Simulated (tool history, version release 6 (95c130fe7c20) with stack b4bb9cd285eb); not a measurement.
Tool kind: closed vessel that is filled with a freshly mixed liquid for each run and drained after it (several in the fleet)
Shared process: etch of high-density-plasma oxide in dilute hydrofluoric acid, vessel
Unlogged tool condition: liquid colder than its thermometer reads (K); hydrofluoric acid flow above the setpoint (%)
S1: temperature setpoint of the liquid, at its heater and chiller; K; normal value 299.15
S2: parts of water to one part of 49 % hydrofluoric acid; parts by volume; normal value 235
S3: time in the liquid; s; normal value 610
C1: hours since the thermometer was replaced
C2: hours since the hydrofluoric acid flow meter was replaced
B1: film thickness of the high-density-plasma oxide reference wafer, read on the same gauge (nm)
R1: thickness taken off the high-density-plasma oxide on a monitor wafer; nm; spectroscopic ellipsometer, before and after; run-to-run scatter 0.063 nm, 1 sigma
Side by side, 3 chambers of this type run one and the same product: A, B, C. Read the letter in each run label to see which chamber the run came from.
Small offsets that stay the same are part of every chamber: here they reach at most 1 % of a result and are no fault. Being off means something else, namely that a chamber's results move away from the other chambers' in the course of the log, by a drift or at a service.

{"run": "1B", "hour": 12.7, "S1": 299.15, "S2": 235, "S3": 610, "C1": 748.4, "C2": 37.9, "B1": 89.987, "R1": 12.445}
{"run": "2C", "hour": 20.4, "S1": 299.15, "S2": 235, "S3": 610, "C1": 1026.9, "C2": 1064.2, "B1": 89.997, "R1": 12.167}
{"hour": 20.9, "done": "chamber A: thermometer replaced"}
{"run": "3A", "hour": 30.7, "S1": 299.15, "S2": 235, "S3": 610, "C1": 9.9, "C2": 244, "B1": 90.022, "R1": 12.312}
{"run": "4C", "hour": 44.2, "S1": 299.15, "S2": 235, "S3": 610, "C1": 1050.7, "C2": 1088, "B1": 89.998, "R1": 12.243}
{"run": "5B", "hour": 55.7, "S1": 301.65, "S2": 235, "S3": 885, "C1": 791.4, "C2": 80.9, "B1": 90.026, "R1": 19.321}
{"run": "6A", "hour": 65.2, "S1": 301.65, "S2": 235, "S3": 885, "C1": 44.4, "C2": 278.5, "B1": 90.008, "R1": 19.467}
{"run": "7B", "hour": 72.8, "S1": 301.65, "S2": 235, "S3": 885, "C1": 808.5, "C2": 98, "B1": 90.011, "R1": 19.432}
{"run": "8A", "hour": 79.5, "S1": 299.15, "S2": 235, "S3": 610, "C1": 58.7, "C2": 292.8, "B1": 89.989, "R1": 12.221}
{"run": "9C", "hour": 93.4, "S1": 299.15, "S2": 235, "S3": 610, "C1": 1099.9, "C2": 1137.2, "B1": 89.996, "R1": 12.136}
{"run": "10C", "hour": 105.5, "S1": 299.15, "S2": 235, "S3": 610, "C1": 1112, "C2": 1149.3, "B1": 90.024, "R1": 12.239}
{"hour": 107.1, "done": "chamber C: hydrofluoric acid flow meter replaced"}
{"run": "11B", "hour": 119.1, "S1": 299.15, "S2": 235, "S3": 610, "C1": 854.8, "C2": 144.3, "B1": 89.997, "R1": 12.332}
{"run": "12A", "hour": 128.2, "S1": 299.15, "S2": 235, "S3": 610, "C1": 107.4, "C2": 341.5, "B1": 89.99, "R1": 12.381}
{"run": "13C", "hour": 135.6, "S1": 299.15, "S2": 235, "S3": 610, "C1": 1142.1, "C2": 28.6, "B1": 90.016, "R1": 12.088}
{"run": "14A", "hour": 146.9, "S1": 299.15, "S2": 235, "S3": 610, "C1": 126.1, "C2": 360.2, "B1": 90.025, "R1": 12.259}
{"run": "15B", "hour": 160.9, "S1": 299.15, "S2": 235, "S3": 610, "C1": 896.6, "C2": 186.1, "B1": 89.985, "R1": 12.12}
{"run": "16B", "hour": 170.1, "S1": 303.15, "S2": 290, "S3": 610, "C1": 905.8, "C2": 195.3, "B1": 90.009, "R1": 10.558}
{"hour": 173.7, "done": "chamber C: thermometer replaced"}
{"run": "17C", "hour": 180.9, "S1": 303.15, "S2": 290, "S3": 610, "C1": 7.3, "C2": 73.9, "B1": 90.045, "R1": 10.612}
{"run": "18A", "hour": 190.0, "S1": 303.15, "S2": 290, "S3": 610, "C1": 169.2, "C2": 403.3, "B1": 89.981, "R1": 10.688}
{"run": "19C", "hour": 201.9, "S1": 299.15, "S2": 120, "S3": 610, "C1": 28.3, "C2": 94.9, "B1": 90.032, "R1": 27.454}
{"run": "20A", "hour": 216.1, "S1": 299.15, "S2": 120, "S3": 610, "C1": 195.3, "C2": 429.4, "B1": 89.996, "R1": 27.416}
{"run": "21B", "hour": 224.0, "S1": 299.15, "S2": 120, "S3": 610, "C1": 959.7, "C2": 249.2, "B1": 90.003, "R1": 26.734}
{"run": "22B", "hour": 232.9, "S1": 299.15, "S2": 235, "S3": 610, "C1": 968.6, "C2": 258.1, "B1": 90.02, "R1": 12.02}
{"run": "23A", "hour": 244.1, "S1": 299.15, "S2": 235, "S3": 610, "C1": 223.3, "C2": 457.4, "B1": 90.007, "R1": 12.127}
{"run": "24C", "hour": 255.7, "S1": 299.15, "S2": 235, "S3": 610, "C1": 82.1, "C2": 148.7, "B1": 90.004, "R1": 12.15}
{"run": "25C", "hour": 268.5, "S1": 299.15, "S2": 235, "S3": 610, "C1": 94.9, "C2": 161.5, "B1": 90, "R1": 12.188}
{"run": "26A", "hour": 279.7, "S1": 299.15, "S2": 235, "S3": 610, "C1": 258.9, "C2": 493, "B1": 89.983, "R1": 12.378}

Is one chamber off against the others, does the gauge drift, or is nothing wrong? If a chamber is off, say which, and what the likeliest cause is.

Little by little, chamber B moves away from the other chambers.
Likeliest cause: liquid colder than its thermometer reads (K) = 1.15.
From this log alone, it may not be told apart from: hydrofluoric acid flow below the setpoint (%).

Chamber B could run next with any of the 4 candidate recipes listed below; each alters the usual settings, and their results appear as question marks. Which one brings its results back in line with what the other chambers deliver on the usual settings?
To be in line, a result may differ from the other chambers' mean on the usual settings by at most: R1 0.22 nm
{"run": "27B-1", "hour": 290.4, "S1": 299.15, "S2": 235, "S3": 650, "R1": "?"}
{"run": "27B-2", "hour": 290.4, "S1": 298.15, "S2": 235, "S3": 610, "R1": "?"}
{"run": "27B-3", "hour": 290.4, "S1": 299.15, "S2": 235, "S3": 630, "R1": "?"}
{"run": "27B-4", "hour": 290.4, "S1": 299.15, "S2": 240, "S3": 590, "R1": "?"}

Other chambers, usual settings, mean: R1 12.188 nm
run=27B-1 R1=12.623
run=27B-2 R1=11.435
run=27B-3 R1=12.234
run=27B-4 R1=11.16
The right change is 27B-3: it brings the chamber back within the allowed miss of the others.
